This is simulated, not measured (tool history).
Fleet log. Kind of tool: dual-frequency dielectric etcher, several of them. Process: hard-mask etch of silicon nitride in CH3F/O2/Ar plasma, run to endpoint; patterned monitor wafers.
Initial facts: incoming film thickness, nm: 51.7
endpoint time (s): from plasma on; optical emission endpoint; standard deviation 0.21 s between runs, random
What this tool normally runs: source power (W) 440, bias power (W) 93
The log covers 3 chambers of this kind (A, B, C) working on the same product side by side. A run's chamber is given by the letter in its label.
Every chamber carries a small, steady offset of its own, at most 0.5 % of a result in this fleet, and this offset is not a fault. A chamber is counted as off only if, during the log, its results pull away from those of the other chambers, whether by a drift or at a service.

run	hour	source power (W)	bias power (W)	endpoint time (s)
1A	13.2	440	93	65.825
2B	22.6	440	93	66.101
3C	36.9	440	93	65.647
4B	48.4	440	93	66.035
5C	62.1	440	93	65.339
6A	77.0	440	93	65.486
7A	83.7	490	110	59.557
8B	90.5	490	110	59.442
9C	101.7	490	110	59.536
10B	113.7	440	101	64.015
11A	123.6	440	101	63.588
# hour 123.7: chamber C: wet clean of the chamber
12C	133.0	440	101	63.763
13B	142.0	440	93	65.745
14C	155.3	440	93	65.884
15A	164.4	440	93	65.506
16B	179.3	440	93	65.939
# hour 181.9: chamber A: source power generator calibrated
17C	192.8	440	93	65.921
18A	203.0	440	93	65.999
19B	209.5	440	93	66.011
20C	219.4	360	73	77.236
21A	230.0	360	73	77.743
22A	241.4	360	73	77.817
23C	253.7	440	76	70.451
24B	263.1	440	76	70.550
25C	276.2	440	76	70.731
26A	287.1	440	93	66.879
27B	294.4	440	93	65.932
28B	309.6	400	100	66.489
29C	324.6	400	100	66.641
30A	334.0	400	100	67.871
31A	341.6	440	93	67.719
32B	348.8	410	108	63.880
33C	355.4	410	108	63.624
34B	367.8	410	108	63.900
35C	375.4	440	93	65.617
36A	389.9	440	93	68.197
37B	397.2	440	93	66.104
38A	411.4	440	93	67.812
# hour 420.3: chamber B: wet clean of the chamber
39C	420.6	440	93	65.464
40B	433.6	440	93	66.046
41A	442.4	520	93	64.692

All chambers now run identical settings, listed one chamber a line with results as question marks. What results will each chamber show?
42A	453.3	440	93	?
42B	453.3	440	93	?
42C	453.3	440	93	?

run	endpoint time (s)
42A	69.107
42B	65.591
42C	65.885
